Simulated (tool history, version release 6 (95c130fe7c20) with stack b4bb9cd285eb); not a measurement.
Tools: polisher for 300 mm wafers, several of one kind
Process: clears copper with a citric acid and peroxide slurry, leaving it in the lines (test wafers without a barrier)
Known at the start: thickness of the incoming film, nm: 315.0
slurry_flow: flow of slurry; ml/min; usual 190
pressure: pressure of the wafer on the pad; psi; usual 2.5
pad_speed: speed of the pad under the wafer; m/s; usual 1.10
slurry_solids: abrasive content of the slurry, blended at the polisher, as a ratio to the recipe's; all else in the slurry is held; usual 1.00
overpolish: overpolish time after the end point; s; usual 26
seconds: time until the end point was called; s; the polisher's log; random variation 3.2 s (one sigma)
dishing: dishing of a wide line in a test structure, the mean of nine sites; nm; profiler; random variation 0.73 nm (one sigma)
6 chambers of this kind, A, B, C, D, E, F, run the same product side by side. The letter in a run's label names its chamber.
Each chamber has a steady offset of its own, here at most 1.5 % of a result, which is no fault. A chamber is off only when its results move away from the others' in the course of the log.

Run 1D, hour 6.6: usual settings. Result: seconds 177.70 s, dishing 32.959 nm.
Run 2C, hour 10.8: usual settings. Result: seconds 177.75 s, dishing 32.891 nm.
Run 3E, hour 17.3: usual settings. Result: seconds 178.04 s, dishing 31.714 nm.
At hour 19.6: chamber C: worn pad replaced by a new one.
Run 4B, hour 24.9: usual settings. Result: seconds 181.58 s, dishing 32.152 nm.
At hour 31.3: chamber A: worn pad replaced by a new one.
At hour 31.9: chamber A: slurry blender recalibrated.
Run 5F, hour 34.4: usual settings. Result: seconds 185.85 s, dishing 32.138 nm.
At hour 36.1: chamber F: head pressure recalibrated.
Run 6A, hour 42.6: usual settings. Result: seconds 176.58 s, dishing 32.866 nm.
Run 7A, hour 52.1: usual settings but pad_speed 1.26 m/s, slurry_solids 0.75. Result: seconds 169.99 s, dishing 34.763 nm.
Run 8F, hour 57.1: usual settings but pad_speed 1.26 m/s, slurry_solids 0.75. Result: seconds 170.40 s, dishing 33.881 nm.
At hour 58.8: chamber F: slurry blender recalibrated.
Run 9E, hour 64.5: usual settings but pad_speed 1.26 m/s, slurry_solids 0.75. Result: seconds 170.53 s, dishing 34.608 nm.
At hour 66.1: chamber D: worn pad replaced by a new one.
Run 10D, hour 72.2: usual settings but pad_speed 1.26 m/s, slurry_solids 0.75. Result: seconds 159.67 s, dishing 34.979 nm.
Run 11B, hour 77.6: usual settings but pad_speed 1.26 m/s, slurry_solids 0.75. Result: seconds 166.62 s, dishing 34.029 nm.
At hour 77.9: chamber E: worn pad replaced by a new one.
Run 12C, hour 84.3: usual settings but pad_speed 1.26 m/s, slurry_solids 0.75. Result: seconds 169.14 s, dishing 34.463 nm.
At hour 86.4: chamber B: worn pad replaced by a new one.
Run 13B, hour 88.7: usual settings. Result: seconds 180.95 s, dishing 32.612 nm.
Run 14F, hour 93.6: usual settings. Result: seconds 179.05 s, dishing 31.704 nm.
Run 15D, hour 100.2: usual settings but slurry_solids 0.90. Result: seconds 186.80 s, dishing 32.826 nm.
At hour 103.6: chamber D: slurry blender recalibrated.
Run 16C, hour 105.4: usual settings but slurry_solids 0.90. Result: seconds 180.97 s, dishing 31.896 nm.
At hour 109.7: chamber F: slurry nozzle cleaned.
Run 17A, hour 114.8: usual settings but slurry_solids 0.90. Result: seconds 185.50 s, dishing 31.673 nm.
Run 18E, hour 121.4: usual settings but slurry_solids 0.90. Result: seconds 181.12 s, dishing 32.050 nm.
Run 19C, hour 126.4: usual settings but slurry_solids 0.90. Result: seconds 187.32 s, dishing 31.686 nm.
Run 20E, hour 133.1: usual settings but slurry_solids 0.90. Result: seconds 184.42 s, dishing 32.691 nm.
At hour 133.2: chamber F: worn pad replaced by a new one.
Run 21A, hour 142.6: usual settings but overpolish 32 s. Result: seconds 181.16 s, dishing 38.531 nm.
Run 22F, hour 149.3: usual settings but overpolish 32 s. Result: seconds 179.84 s, dishing 37.694 nm.
Run 23B, hour 156.8: usual settings but overpolish 32 s. Result: seconds 183.12 s, dishing 39.944 nm.
Run 24D, hour 162.6: usual settings but overpolish 32 s. Result: seconds 181.77 s, dishing 38.075 nm.
At hour 163.6: chamber D: worn pad replaced by a new one.
Run 25F, hour 170.7: usual settings but overpolish 32 s. Result: seconds 182.71 s, dishing 36.355 nm.
At hour 173.0: chamber A: slurry nozzle cleaned.
At hour 174.8: chamber F: slurry blender recalibrated.
At hour 174.9: chamber D: slurry nozzle cleaned.
Run 26D, hour 179.0: usual settings but overpolish 32 s. Result: seconds 180.07 s, dishing 40.542 nm.
Run 27B, hour 184.1: usual settings. Result: seconds 178.88 s, dishing 30.687 nm.
Run 28A, hour 189.7: usual settings. Result: seconds 178.32 s, dishing 31.691 nm.
Run 29C, hour 198.2: usual settings. Result: seconds 180.25 s, dishing 32.230 nm.
At hour 199.9: chamber C: worn pad replaced by a new one.
Run 30E, hour 202.9: usual settings. Result: seconds 179.36 s, dishing 31.647 nm.
At hour 210.8: chamber B: slurry blender recalibrated.
Run 31C, hour 211.8: usual settings. Result: seconds 179.49 s, dishing 32.835 nm.
At hour 213.1: chamber E: worn pad replaced by a new one.
Run 32D, hour 218.8: usual settings. Result: seconds 175.11 s, dishing 31.950 nm.
At hour 220.3: chamber D: head pressure recalibrated.
At hour 224.7: chamber B: worn pad replaced by a new one.
Run 33E, hour 226.4: usual settings. Result: seconds 184.51 s, dishing 31.751 nm.
Run 34A, hour 233.3: usual settings but slurry_solids 1.30. Result: seconds 172.08 s, dishing 33.001 nm.
Run 35F, hour 241.8: usual settings but slurry_solids 1.30. Result: seconds 168.93 s, dishing 34.508 nm.
Run 36B, hour 246.2: usual settings but slurry_solids 1.30. Result: seconds 169.35 s, dishing 33.243 nm.
Run 37B, hour 251.5: usual settings but slurry_solids 1.30. Result: seconds 165.54 s, dishing 33.479 nm.
At hour 255.7: chamber D: slurry blender recalibrated.
At hour 257.0: chamber D: worn pad replaced by a new one.
Run 38C, hour 258.1: usual settings but slurry_solids 1.30. Result: seconds 170.54 s, dishing 35.044 nm.
At hour 260.6: chamber A: worn pad replaced by a new one.
Run 39D, hour 262.4: usual settings but slurry_solids 1.30. Result: seconds 162.26 s, dishing 33.609 nm.
Run 40E, hour 270.5: usual settings. Result: seconds 174.02 s, dishing 33.845 nm.
Run 41A, hour 279.6: usual settings. Result: seconds 184.17 s, dishing 32.633 nm.

All 6 chambers run these settings next. Forecast each chamber's results:
Run 42A, hour 286.6: usual settings but slurry_flow 165 ml/min. Result: seconds ?, dishing ?.
Run 42B, hour 286.6: usual settings but slurry_flow 165 ml/min. Result: seconds ?, dishing ?.
Run 42C, hour 286.6: usual settings but slurry_flow 165 ml/min. Result: seconds ?, dishing ?.
Run 42D, hour 286.6: usual settings but slurry_flow 165 ml/min. Result: seconds ?, dishing ?.
Run 42E, hour 286.6: usual settings but slurry_flow 165 ml/min. Result: seconds ?, dishing ?.
Run 42F, hour 286.6: usual settings but slurry_flow 165 ml/min. Result: seconds ?, dishing ?.

run  seconds  dishing
42A   180.67   31.639
42B   189.25   31.742
42C   184.25   33.484
42D   190.21   32.212
42E   180.85   31.984
42F   185.44   31.376

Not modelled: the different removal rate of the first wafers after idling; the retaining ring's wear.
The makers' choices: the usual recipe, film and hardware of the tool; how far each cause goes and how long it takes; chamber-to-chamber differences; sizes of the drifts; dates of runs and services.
